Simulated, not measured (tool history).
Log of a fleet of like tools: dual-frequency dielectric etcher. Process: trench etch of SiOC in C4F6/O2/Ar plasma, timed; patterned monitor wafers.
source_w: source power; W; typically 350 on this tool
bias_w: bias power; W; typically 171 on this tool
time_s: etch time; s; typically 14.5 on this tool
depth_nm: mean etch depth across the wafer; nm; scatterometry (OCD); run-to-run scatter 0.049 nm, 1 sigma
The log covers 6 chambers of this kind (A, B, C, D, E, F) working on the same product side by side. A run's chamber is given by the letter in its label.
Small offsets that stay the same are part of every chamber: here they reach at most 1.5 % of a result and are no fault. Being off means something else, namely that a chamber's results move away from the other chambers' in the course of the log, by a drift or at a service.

run	hour	source_w	bias_w	time_s	hours since the last wet clean	hours since the last source power generator calibration	hours since the last bias power generator calibration	read-back reference wafer on the same gauge, depth_nm	depth_nm
1A	9.4	350	171	14.5	204.4	1110.4	1425.9	28.806	28.123
2B	14.3	350	171	14.5	378.8	2703.9	31.7	28.794	27.714
3F	22.2	350	171	14.5	225.2	3688.9	1408.6	28.820	27.903
4E	27.9	350	171	14.5	243.7	632.4	1888.5	28.828	28.067
5C	34.0	350	171	14.5	79.3	837.6	439.1	28.814	28.151
6D	43.1	350	171	14.5	500.5	1571.9	1510.9	28.823	28.225
7B	51.3	350	171	14.5	415.8	2740.9	68.7	28.833	27.826
8E	59.3	350	171	14.5	275.1	663.8	1919.9	28.848	28.061
9C	69.0	350	171	14.5	114.3	872.6	474.1	28.854	28.261
10A	78.0	350	171	14.5	273.0	1179.0	1494.5	28.851	28.192
11F	83.2	350	171	14.5	286.2	3749.9	1469.6	28.870	27.925
# hour 83.3: chamber B: source power generator calibrated
12D	90.3	350	171	14.5	547.7	1619.1	1558.1	28.863	28.330
13F	94.7	350	171	14.5	297.7	3761.4	1481.1	28.867	28.062
# hour 99.2: chamber B: wet clean of the chamber
# hour 99.5: chamber D: wet clean of the chamber
14C	103.8	280	171	18.5	149.1	907.4	508.9	28.868	33.077
15D	108.9	280	171	18.5	9.4	1637.7	1576.7	28.881	33.186
16B	117.6	280	171	18.5	18.4	34.4	135.0	28.877	32.521
17E	123.9	280	171	18.5	339.7	728.4	1984.5	28.889	33.032
18A	132.0	280	171	18.5	327.0	1233.0	1548.5	28.895	32.927
19D	140.9	280	171	18.5	41.4	1669.7	1608.7	28.887	33.070
20A	147.3	350	171	14.5	342.3	1248.3	1563.8	28.909	28.217
21C	154.3	350	171	14.5	199.6	957.9	559.4	28.901	28.324
22F	163.6	350	171	14.5	366.6	3830.3	1550.0	28.909	28.082
23E	169.8	350	171	14.5	385.6	774.3	2030.4	28.909	28.243
24B	177.4	350	171	14.5	78.2	94.2	194.8	28.915	27.939
# hour 177.7: chamber D: source power generator calibrated
25F	185.3	350	171	14.5	388.3	3852.0	1571.7	28.920	28.032
26E	194.7	350	171	14.5	410.5	799.2	2055.3	28.925	28.193
27C	200.3	350	171	14.5	245.6	1003.9	605.4	28.934	28.385
28B	205.0	350	171	14.5	105.8	121.8	222.4	28.938	27.911
29A	214.0	350	171	14.5	409.0	1315.0	1630.5	28.947	28.227
30D	222.5	350	171	14.5	123.0	44.8	1690.3	28.961	28.432
31B	227.0	350	171	14.5	127.8	143.8	244.4	28.946	27.991
32F	234.0	350	171	14.5	437.0	3900.7	1620.4	28.953	28.090
33D	238.6	350	171	14.5	139.1	60.9	1706.4	28.962	28.413
34E	247.4	350	171	14.5	463.2	851.9	2108.0	28.969	28.187
# hour 248.7: chamber F: wet clean of the chamber
35A	256.6	350	171	14.5	451.6	1357.6	1673.1	28.966	28.238
36C	261.7	350	171	14.5	307.0	1065.3	666.8	28.978	28.405
37B	271.1	350	171	14.5	171.9	187.9	288.5	28.982	27.947
38E	279.8	350	171	14.5	495.6	884.3	2140.4	28.993	28.290
39F	286.1	350	171	14.5	37.5	3952.8	1672.5	28.989	28.169
40C	291.6	350	171	14.5	336.9	1095.2	696.7	29.003	28.505

Read the log: is a single chamber off, either drifting away or since a service, is the gauge that measures every chamber drifting, or is nothing wrong beyond small per-chamber offsets? Name any odd chamber and what most likely caused it.

The shared gauge is drifting. All chambers look as if they move in step, but none is off.
Most likely cause: gauge reads high (%) = 0.71.
